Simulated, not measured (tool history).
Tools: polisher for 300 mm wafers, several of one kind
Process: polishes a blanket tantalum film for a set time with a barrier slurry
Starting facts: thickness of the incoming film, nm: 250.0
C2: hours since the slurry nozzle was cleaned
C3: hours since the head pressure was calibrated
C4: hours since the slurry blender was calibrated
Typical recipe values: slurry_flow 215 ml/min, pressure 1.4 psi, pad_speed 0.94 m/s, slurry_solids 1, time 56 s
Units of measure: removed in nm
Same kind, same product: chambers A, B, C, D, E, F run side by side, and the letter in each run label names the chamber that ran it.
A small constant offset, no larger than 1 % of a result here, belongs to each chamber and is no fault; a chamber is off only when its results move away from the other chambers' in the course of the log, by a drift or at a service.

-- hour=2.5 chamber F: slurry blender recalibrated
run 1E hour=3.9 | slurry_flow=215 pressure=1.4 pad_speed=0.94 slurry_solids=1 time=56 | wafers_polished_on_this_pad=617 C2=168.9 C3=49.3 C4=23.3 | removed=52.508
run 2F hour=8.7 | slurry_flow=215 pressure=1.4 pad_speed=0.94 slurry_solids=1 time=56 | wafers_polished_on_this_pad=963 C2=519.7 C3=500.1 C4=6.3 | removed=52.959
-- hour=9.7 chamber C: worn pad replaced by a new one
run 3D hour=13.7 | slurry_flow=215 pressure=1.4 pad_speed=0.94 slurry_solids=1 time=56 | wafers_polished_on_this_pad=537 C2=364.8 C3=285.3 C4=88.9 | removed=52.561
-- hour=15 chamber E: worn pad replaced by a new one
-- hour=17.8 chamber C: slurry blender recalibrated
run 4C hour=18 | slurry_flow=215 pressure=1.4 pad_speed=0.94 slurry_solids=1 time=56 | wafers_polished_on_this_pad=89 C2=248.1 C3=741.7 C4=0.3 | removed=51.708
-- hour=19.9 chamber F: worn pad replaced by a new one
run 5B hour=22.4 | slurry_flow=215 pressure=1.4 pad_speed=0.94 slurry_solids=1 time=56 | wafers_polished_on_this_pad=387 C2=329.2 C3=561.8 C4=234.1 | removed=51.947
run 6A hour=26.5 | slurry_flow=215 pressure=1.4 pad_speed=0.94 slurry_solids=1 time=56 | wafers_polished_on_this_pad=399 C2=719.3 C3=45 C4=327.2 | removed=51.247
-- hour=26.9 chamber D: worn pad replaced by a new one
-- hour=28.3 chamber D: slurry nozzle cleaned
run 7A hour=30.2 | slurry_flow=215 pressure=1.4 pad_speed=0.94 slurry_solids=1 time=56 | wafers_polished_on_this_pad=439 C2=723 C3=48.7 C4=330.9 | removed=52.125
run 8C hour=35.3 | slurry_flow=215 pressure=1.8 pad_speed=1.18 slurry_solids=1 time=56 | wafers_polished_on_this_pad=273 C2=265.4 C3=759 C4=17.6 | removed=83.495
-- hour=39.3 chamber B: worn pad replaced by a new one
run 9F hour=40.7 | slurry_flow=215 pressure=1.8 pad_speed=1.18 slurry_solids=1 time=56 | wafers_polished_on_this_pad=221 C2=551.7 C3=532.1 C4=38.3 | removed=84.867
run 10B hour=45.9 | slurry_flow=215 pressure=1.8 pad_speed=1.18 slurry_solids=1 time=56 | wafers_polished_on_this_pad=70 C2=352.7 C3=585.3 C4=257.6 | removed=84.256
run 11E hour=51.7 | slurry_flow=215 pressure=1.8 pad_speed=1.18 slurry_solids=1 time=56 | wafers_polished_on_this_pad=390 C2=216.7 C3=97.1 C4=71.1 | removed=84.544
run 12D hour=55.7 | slurry_flow=215 pressure=1.8 pad_speed=1.18 slurry_solids=1 time=56 | wafers_polished_on_this_pad=307 C2=27.4 C3=327.3 C4=130.9 | removed=85.177
run 13D hour=61.4 | slurry_flow=215 pressure=1.8 pad_speed=1.18 slurry_solids=1 time=56 | wafers_polished_on_this_pad=367 C2=33.1 C3=333 C4=136.6 | removed=86.004
-- hour=62.2 chamber C: worn pad replaced by a new one
-- hour=65.2 chamber F: head pressure recalibrated
run 14C hour=65.8 | slurry_flow=215 pressure=1.4 pad_speed=0.94 slurry_solids=1 time=56 | wafers_polished_on_this_pad=38 C2=295.9 C3=789.5 C4=48.1 | removed=53.166
-- hour=67.8 chamber A: worn pad replaced by a new one
run 15A hour=68.5 | slurry_flow=215 pressure=1.4 pad_speed=0.94 slurry_solids=1 time=56 | wafers_polished_on_this_pad=8 C2=761.3 C3=87 C4=369.2 | removed=52.108
-- hour=72.3 chamber E: worn pad replaced by a new one
run 16E hour=72.3 | slurry_flow=215 pressure=1.1 pad_speed=0.94 slurry_solids=1.15 time=56 | wafers_polished_on_this_pad=0 C2=237.3 C3=117.7 C4=91.7 | removed=42.206
run 17F hour=78.2 | slurry_flow=215 pressure=1.1 pad_speed=0.94 slurry_solids=1.15 time=56 | wafers_polished_on_this_pad=620 C2=589.2 C3=13.1 C4=75.8 | removed=45.619
-- hour=80.8 chamber F: slurry nozzle cleaned
run 18B hour=83.5 | slurry_flow=215 pressure=1.1 pad_speed=0.94 slurry_solids=1.15 time=56 | wafers_polished_on_this_pad=470 C2=390.3 C3=622.9 C4=295.2 | removed=42.467
run 19F hour=87.6 | slurry_flow=215 pressure=1.1 pad_speed=0.94 slurry_solids=1.15 time=56 | wafers_polished_on_this_pad=720 C2=6.8 C3=22.5 C4=85.2 | removed=45.397
run 20B hour=91.3 | slurry_flow=215 pressure=1.1 pad_speed=0.94 slurry_solids=1.15 time=56 | wafers_polished_on_this_pad=553 C2=398.1 C3=630.7 C4=303 | removed=43.028
run 21A hour=95.2 | slurry_flow=215 pressure=1.1 pad_speed=0.94 slurry_solids=1.15 time=56 | wafers_polished_on_this_pad=292 C2=788 C3=113.7 C4=395.9 | removed=41.882
run 22D hour=98.3 | slurry_flow=215 pressure=1.4 pad_speed=0.94 slurry_solids=1 time=56 | wafers_polished_on_this_pad=760 C2=70 C3=369.9 C4=173.5 | removed=52.787
-- hour=98.4 chamber C: slurry nozzle cleaned
run 23E hour=101.8 | slurry_flow=215 pressure=1.4 pad_speed=0.94 slurry_solids=1 time=56 | wafers_polished_on_this_pad=314 C2=266.8 C3=147.2 C4=121.2 | removed=52.167
-- hour=102.5 chamber B: worn pad replaced by a new one
run 24C hour=105.5 | slurry_flow=215 pressure=1.4 pad_speed=0.66 slurry_solids=1 time=56 | wafers_polished_on_this_pad=460 C2=7.2 C3=829.2 C4=87.8 | removed=36.199
-- hour=108.4 chamber D: worn pad replaced by a new one
run 25B hour=109.6 | slurry_flow=215 pressure=1.4 pad_speed=0.66 slurry_solids=1 time=56 | wafers_polished_on_this_pad=76 C2=416.4 C3=649 C4=321.3 | removed=36.461
-- hour=113.8 chamber F: worn pad replaced by a new one
-- hour=115.3 chamber C: head pressure recalibrated
run 26C hour=115.4 | slurry_flow=215 pressure=1.4 pad_speed=0.66 slurry_solids=1 time=56 | wafers_polished_on_this_pad=566 C2=17.1 C3=0.1 C4=97.7 | removed=36.22
run 27F hour=118.2 | slurry_flow=215 pressure=1.4 pad_speed=0.66 slurry_solids=1 time=56 | wafers_polished_on_this_pad=47 C2=37.4 C3=53.1 C4=115.8 | removed=38.543
run 28D hour=123.3 | slurry_flow=215 pressure=1.4 pad_speed=0.66 slurry_solids=1 time=56 | wafers_polished_on_this_pad=159 C2=95 C3=394.9 C4=198.5 | removed=37.473
-- hour=124.1 chamber C: worn pad replaced by a new one
run 29E hour=126.8 | slurry_flow=215 pressure=1.4 pad_speed=0.66 slurry_solids=1 time=56 | wafers_polished_on_this_pad=580 C2=291.8 C3=172.2 C4=146.2 | removed=36.343
run 30A hour=130.4 | slurry_flow=215 pressure=1.4 pad_speed=0.94 slurry_solids=1 time=56 | wafers_polished_on_this_pad=666 C2=823.2 C3=148.9 C4=431.1 | removed=51.378
run 31F hour=134.8 | slurry_flow=215 pressure=1.4 pad_speed=0.94 slurry_solids=1 time=56 | wafers_polished_on_this_pad=223 C2=54 C3=69.7 C4=132.4 | removed=55.03
-- hour=136.6 chamber A: slurry blender recalibrated
-- hour=137.7 chamber E: worn pad replaced by a new one
run 32C hour=138.5 | slurry_flow=215 pressure=1.4 pad_speed=0.94 slurry_solids=1 time=56 | wafers_polished_on_this_pad=153 C2=40.2 C3=23.2 C4=120.8 | removed=50.919
run 33B hour=141.5 | slurry_flow=215 pressure=1.4 pad_speed=0.94 slurry_solids=1 time=56 | wafers_polished_on_this_pad=415 C2=448.3 C3=680.9 C4=353.2 | removed=51.277
-- hour=144.4 chamber D: slurry blender recalibrated
run 34D hour=144.9 | slurry_flow=215 pressure=1.4 pad_speed=0.94 slurry_solids=1 time=56 | wafers_polished_on_this_pad=389 C2=116.6 C3=416.5 C4=0.6 | removed=52.481
run 35E hour=149.5 | slurry_flow=215 pressure=1.4 pad_speed=1.12 slurry_solids=1 time=56 | wafers_polished_on_this_pad=126 C2=314.5 C3=194.9 C4=168.9 | removed=61.729
-- hour=150.5 chamber A: worn pad replaced by a new one
run 36A hour=152.6 | slurry_flow=215 pressure=1.4 pad_speed=1.12 slurry_solids=1 time=56 | wafers_polished_on_this_pad=23 C2=845.4 C3=171.1 C4=16.1 | removed=61.705
run 37C hour=156 | slurry_flow=215 pressure=1.4 pad_speed=1.12 slurry_solids=1 time=56 | wafers_polished_on_this_pad=339 C2=57.7 C3=40.7 C4=138.3 | removed=61.601

Predict what each chamber gives when all 6 of them run the settings below next.
run 38A hour=160.3 | slurry_flow=215 pressure=1.4 pad_speed=0.94 slurry_solids=1 time=56 | removed=?
run 38B hour=160.3 | slurry_flow=215 pressure=1.4 pad_speed=0.94 slurry_solids=1 time=56 | removed=?
run 38C hour=160.3 | slurry_flow=215 pressure=1.4 pad_speed=0.94 slurry_solids=1 time=56 | removed=?
run 38D hour=160.3 | slurry_flow=215 pressure=1.4 pad_speed=0.94 slurry_solids=1 time=56 | removed=?
run 38E hour=160.3 | slurry_flow=215 pressure=1.4 pad_speed=0.94 slurry_solids=1 time=56 | removed=?
run 38F hour=160.3 | slurry_flow=215 pressure=1.4 pad_speed=0.94 slurry_solids=1 time=56 | removed=?

run=38A removed=52.054
run=38B removed=53.007
run=38C removed=52.187
run=38D removed=53.719
run=38E removed=51.799
run=38F removed=55.627
